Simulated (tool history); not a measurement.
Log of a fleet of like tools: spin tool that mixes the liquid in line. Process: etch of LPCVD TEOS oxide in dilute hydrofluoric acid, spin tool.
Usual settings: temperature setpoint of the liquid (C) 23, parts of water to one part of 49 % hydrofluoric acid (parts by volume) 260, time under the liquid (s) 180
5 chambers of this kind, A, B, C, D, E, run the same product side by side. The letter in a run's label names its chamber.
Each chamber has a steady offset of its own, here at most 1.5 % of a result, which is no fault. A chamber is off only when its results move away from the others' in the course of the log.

run	hour	temperature setpoint of the liquid (C)	parts of water to one part of 49 % hydrofluoric acid (parts by volume)	time under the liquid (s)	hours since the thermometer was replaced	hours since the hydrofluoric acid flow meter was replaced	read-back film thickness of the LPCVD TEOS oxide reference wafer, read on the same gauge (nm)	thickness taken off the LPCVD TEOS oxide on a monitor wafer (Å)
1C	6.6	23	260	180	791.2	281.0	29.976	124.720
2B	13.3	23	260	180	685.9	1245.5	30.021	123.130
3A	24.1	23	260	180	710.7	948.9	29.979	123.400
4D	38.2	23	260	180	231.9	1392.2	29.988	124.230
5E	46.0	23	260	180	966.2	427.6	30.011	123.150
6A	59.2	23	260	180	745.8	984.0	30.032	123.550
7D	67.1	23	220	280	260.8	1421.1	30.035	233.600
8E	74.4	23	220	280	994.6	456.0	30.006	236.550
9C	86.3	23	220	280	870.9	360.7	29.987	240.360
10B	95.5	23	220	280	768.1	1327.7	29.984	232.760
11C	109.0	23	220	280	893.6	383.4	29.997	239.940
# hour 112.2: chamber E: thermometer replaced
12B	122.1	23	260	180	794.7	1354.3	29.988	120.800
13A	132.6	23	260	180	819.2	1057.4	29.997	123.510
14D	141.0	23	260	180	334.7	1495.0	30.028	122.850
15E	147.8	23	260	180	35.6	529.4	29.965	123.140
16E	155.9	23	260	180	43.7	537.5	30.042	124.240
17C	163.8	23	260	180	948.4	438.2	30.040	123.190
18A	176.9	23	260	180	863.5	1101.7	29.974	122.190
19D	189.8	23	260	145	383.5	1543.8	29.992	98.399
20B	196.6	23	260	145	869.2	1428.8	29.965	98.584
21C	207.7	23	260	145	992.3	482.1	29.998	99.797
22D	217.0	23	260	145	410.7	1571.0	30.018	99.499
23A	229.2	23	260	145	915.8	1154.0	30.022	99.512
24B	239.8	23	260	180	912.4	1472.0	30.004	121.330
25E	253.5	23	260	180	141.3	635.1	29.962	121.290
26C	268.1	23	260	180	1052.7	542.5	29.968	122.170
27B	276.9	23	260	180	949.5	1509.1	30.029	122.050
28D	284.7	23	315	180	478.4	1638.7	30.032	96.280
29E	298.3	23	315	180	186.1	679.9	30.029	94.142
30A	306.6	23	315	180	993.2	1231.4	29.980	96.830
# hour 310.4: chamber C: thermometer replaced
31E	315.1	23	315	180	202.9	696.7	30.055	92.576
32A	325.8	23	315	180	1012.4	1250.6	30.010	96.758
33B	333.5	23	260	180	1006.1	1565.7	30.012	121.800
34D	341.2	23	260	180	534.9	1695.2	30.031	123.040
35C	354.6	23	260	180	44.2	629.0	29.972	123.690
36B	365.3	23	260	180	1037.9	1597.5	30.010	121.320
37D	373.9	23	260	180	567.6	1727.9	29.990	123.520
38C	388.2	23	260	180	77.8	662.6	30.037	123.950
39E	395.8	23	260	180	283.6	777.4	30.040	117.810
40A	403.9	23	260	180	1090.5	1328.7	30.009	122.210

Next, every chamber runs the same settings. What will each give?
41A	414.4	23	260	140				?
41B	414.4	23	260	140				?
41C	414.4	23	260	140				?
41D	414.4	23	260	140				?
41E	414.4	23	260	140				?

run	thickness taken off the LPCVD TEOS oxide on a monitor wafer (Å)
41A	95.906
41B	94.822
41C	96.610
41D	95.688
41E	90.325
